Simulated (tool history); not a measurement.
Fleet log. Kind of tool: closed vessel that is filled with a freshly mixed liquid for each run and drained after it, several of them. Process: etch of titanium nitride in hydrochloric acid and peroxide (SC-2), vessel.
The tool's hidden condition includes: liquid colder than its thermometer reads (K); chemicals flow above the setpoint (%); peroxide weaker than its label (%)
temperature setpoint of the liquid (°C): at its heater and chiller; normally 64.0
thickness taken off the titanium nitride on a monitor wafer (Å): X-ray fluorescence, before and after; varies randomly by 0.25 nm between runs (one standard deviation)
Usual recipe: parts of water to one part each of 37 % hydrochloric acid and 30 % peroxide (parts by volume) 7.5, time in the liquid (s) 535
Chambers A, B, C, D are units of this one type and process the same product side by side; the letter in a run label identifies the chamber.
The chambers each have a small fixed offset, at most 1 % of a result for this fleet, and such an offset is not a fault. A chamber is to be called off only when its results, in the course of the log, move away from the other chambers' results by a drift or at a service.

run	hour	temperature setpoint of the liquid (°C)	parts of water to one part each of 37 % hydrochloric acid and 30 % peroxide (parts by volume)	time in the liquid (s)	hours since the thermometer was replaced	hours since the chemicals flow meter was replaced	hours since the drum of peroxide was connected	read-back film thickness of the titanium nitride reference wafer, read on the same gauge (nm)	thickness taken off the titanium nitride on a monitor wafer (Å)
1A	6.3	64.0	7.5	535	784.8	1807.2	273.5	50.001	376.11
2B	13.8	64.0	7.5	535	826.5	341.7	61.5	50.003	372.38
# hour 18.1: chamber C: new drum of peroxide connected
3C	19.2	64.0	7.5	535	224.8	1330.8	1.2	49.989	374.43
4D	25.8	64.0	7.5	535	522.8	476.0	46.0	50.010	375.64
# hour 30.2: chamber D: chemicals flow meter replaced
5C	32.0	64.0	7.5	535	237.6	1343.6	14.0	50.001	373.35
6B	37.4	60.5	7.5	535	850.1	365.3	85.1	49.998	304.73
7D	43.9	60.5	7.5	535	540.9	13.7	64.1	50.004	303.20
8A	52.4	60.5	7.5	535	830.9	1853.3	319.6	50.010	301.37
9D	56.8	60.5	7.5	535	553.8	26.6	77.0	49.992	301.90
10B	61.1	64.0	7.5	535	873.8	389.0	108.8	49.979	373.68
11A	69.0	64.0	7.5	535	847.5	1869.9	336.2	49.997	376.81
12C	73.4	64.0	4.0	770	279.0	1385.0	55.4	50.010	850.28
13D	77.8	64.0	4.0	770	574.8	47.6	98.0	49.998	854.24
14B	85.1	64.0	4.0	770	897.8	413.0	132.8	50.002	844.62
15C	91.9	64.0	4.0	770	297.5	1403.5	73.9	49.983	863.52
16A	99.2	64.0	7.5	535	877.7	1900.1	366.4	50.012	376.29
17D	106.1	64.0	7.5	535	603.1	75.9	126.3	50.003	361.02
18C	113.1	64.0	7.5	535	318.7	1424.7	95.1	49.997	375.00
19A	117.3	64.0	7.5	535	895.8	1918.2	384.5	49.989	378.59
20B	121.4	60.0	7.5	750	934.1	449.3	169.1	50.002	413.21
21D	126.0	60.0	7.5	750	623.0	95.8	146.2	49.991	393.08
22A	129.7	60.0	7.5	750	908.2	1930.6	396.9	50.016	410.94
23C	137.3	60.0	7.5	750	342.9	1448.9	119.3	50.015	405.41
24B	144.6	64.0	7.5	535	957.3	472.5	192.3	50.002	378.45
25B	152.6	64.0	7.5	535	965.3	480.5	200.3	49.981	379.49
26A	160.6	64.0	7.5	535	939.1	1961.5	427.8	49.995	379.51
27C	168.0	64.0	11.0	245	373.6	1479.6	150.0	50.013	123.09
28D	175.4	64.0	11.0	245	672.4	145.2	195.6	50.015	117.67
29D	179.1	64.0	11.0	245	676.1	148.9	199.3	50.010	116.16
30A	183.2	64.0	11.0	245	961.7	1984.1	450.4	50.014	125.09

For the next run the whole fleet of 4 chambers uses the same settings. Give each chamber's results:
31A	189.2	60.0	7.5	535					?
31B	189.2	60.0	7.5	535					?
31C	189.2	60.0	7.5	535					?
31D	189.2	60.0	7.5	535					?

run	thickness taken off the titanium nitride on a monitor wafer (Å)
31A	289.67
31B	291.78
31C	293.04
31D	273.21
